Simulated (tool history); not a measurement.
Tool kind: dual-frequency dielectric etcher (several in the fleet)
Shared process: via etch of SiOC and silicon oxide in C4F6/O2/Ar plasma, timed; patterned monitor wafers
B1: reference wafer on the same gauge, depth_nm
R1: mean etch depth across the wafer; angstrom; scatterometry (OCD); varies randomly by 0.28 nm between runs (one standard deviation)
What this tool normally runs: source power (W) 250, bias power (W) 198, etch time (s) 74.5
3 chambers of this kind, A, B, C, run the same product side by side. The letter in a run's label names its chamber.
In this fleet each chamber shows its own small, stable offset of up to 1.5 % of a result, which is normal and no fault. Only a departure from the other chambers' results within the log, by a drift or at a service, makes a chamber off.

run 1A day=0.271 | source_power_(W)=250 bias_power_(W)=198 etch_time_(s)=74.5 | B1=58.532 | R1=725.07
run 2C day=0.512 | source_power_(W)=250 bias_power_(W)=198 etch_time_(s)=74.5 | B1=58.554 | R1=717.69
run 3B day=0.733 | source_power_(W)=250 bias_power_(W)=198 etch_time_(s)=74.5 | B1=58.489 | R1=724.99
run 4B day=0.908 | source_power_(W)=250 bias_power_(W)=198 etch_time_(s)=74.5 | B1=58.527 | R1=719.36
run 5C day=1.142 | source_power_(W)=250 bias_power_(W)=198 etch_time_(s)=74.5 | B1=58.528 | R1=716.71
run 6A day=1.333 | source_power_(W)=250 bias_power_(W)=198 etch_time_(s)=74.5 | B1=58.532 | R1=725.39
run 7B day=1.654 | source_power_(W)=250 bias_power_(W)=198 etch_time_(s)=74.5 | B1=58.518 | R1=727.03
run 8A day=1.862 | source_power_(W)=250 bias_power_(W)=198 etch_time_(s)=74.5 | B1=58.466 | R1=728.01
run 9C day=2.017 | source_power_(W)=250 bias_power_(W)=198 etch_time_(s)=74.5 | B1=58.472 | R1=721.78
run 10A day=2.283 | source_power_(W)=250 bias_power_(W)=198 etch_time_(s)=74.5 | B1=58.473 | R1=725.37
run 11B day=2.621 | source_power_(W)=250 bias_power_(W)=198 etch_time_(s)=74.5 | B1=58.457 | R1=720.57
run 12C day=2.862 | source_power_(W)=250 bias_power_(W)=198 etch_time_(s)=74.5 | B1=58.487 | R1=715.19
run 13B day=3.117 | source_power_(W)=250 bias_power_(W)=198 etch_time_(s)=74.5 | B1=58.481 | R1=721.30
run 14C day=3.438 | source_power_(W)=250 bias_power_(W)=198 etch_time_(s)=74.5 | B1=58.480 | R1=715.43
run 15A day=3.767 | source_power_(W)=310 bias_power_(W)=198 etch_time_(s)=74.5 | B1=58.519 | R1=786.59
run 16A day=3.950 | source_power_(W)=310 bias_power_(W)=198 etch_time_(s)=74.5 | B1=58.457 | R1=784.34
run 17C day=4.104 | source_power_(W)=310 bias_power_(W)=198 etch_time_(s)=74.5 | B1=58.538 | R1=777.25
run 18B day=4.412 | source_power_(W)=250 bias_power_(W)=177 etch_time_(s)=86.5 | B1=58.534 | R1=803.28
run 19C day=4.662 | source_power_(W)=250 bias_power_(W)=177 etch_time_(s)=86.5 | B1=58.520 | R1=802.98
run 20B day=4.967 | source_power_(W)=250 bias_power_(W)=177 etch_time_(s)=86.5 | B1=58.476 | R1=811.52
run 21A day=5.262 | source_power_(W)=250 bias_power_(W)=198 etch_time_(s)=74.5 | B1=58.509 | R1=727.71
run 22B day=5.562 | source_power_(W)=250 bias_power_(W)=198 etch_time_(s)=74.5 | B1=58.473 | R1=724.22
run 23C day=5.796 | source_power_(W)=250 bias_power_(W)=198 etch_time_(s)=74.5 | B1=58.516 | R1=716.53
run 24A day=6.004 | source_power_(W)=250 bias_power_(W)=198 etch_time_(s)=74.5 | B1=58.535 | R1=727.42
run 25C day=6.221 | source_power_(W)=250 bias_power_(W)=198 etch_time_(s)=74.5 | B1=58.534 | R1=713.61
run 26A day=6.479 | source_power_(W)=250 bias_power_(W)=198 etch_time_(s)=74.5 | B1=58.517 | R1=729.58
run 27B day=6.792 | source_power_(W)=250 bias_power_(W)=198 etch_time_(s)=74.5 | B1=58.507 | R1=724.15
run 28C day=7.133 | source_power_(W)=250 bias_power_(W)=198 etch_time_(s)=74.5 | B1=58.551 | R1=721.79
run 29A day=7.375 | source_power_(W)=250 bias_power_(W)=198 etch_time_(s)=74.5 | B1=58.496 | R1=723.84
run 30B day=7.717 | source_power_(W)=250 bias_power_(W)=198 etch_time_(s)=74.5 | B1=58.473 | R1=722.56
run 31B day=7.925 | source_power_(W)=250 bias_power_(W)=198 etch_time_(s)=74.5 | B1=58.474 | R1=722.91
run 32C day=8.171 | source_power_(W)=250 bias_power_(W)=198 etch_time_(s)=74.5 | B1=58.518 | R1=717.71
run 33A day=8.517 | source_power_(W)=250 bias_power_(W)=198 etch_time_(s)=74.5 | B1=58.486 | R1=725.63
run 34C day=8.692 | source_power_(W)=250 bias_power_(W)=198 etch_time_(s)=74.5 | B1=58.526 | R1=720.48
run 35A day=8.950 | source_power_(W)=250 bias_power_(W)=198 etch_time_(s)=74.5 | B1=58.460 | R1=727.17

All chambers now run identical settings, listed one chamber a line with results as question marks. What results will each chamber show?
run 36A day=9.204 | source_power_(W)=250 bias_power_(W)=216 etch_time_(s)=74.5 | R1=?
run 36B day=9.204 | source_power_(W)=250 bias_power_(W)=216 etch_time_(s)=74.5 | R1=?
run 36C day=9.204 | source_power_(W)=250 bias_power_(W)=216 etch_time_(s)=74.5 | R1=?

run=36A R1=751.51
run=36B R1=748.03
run=36C R1=740.09
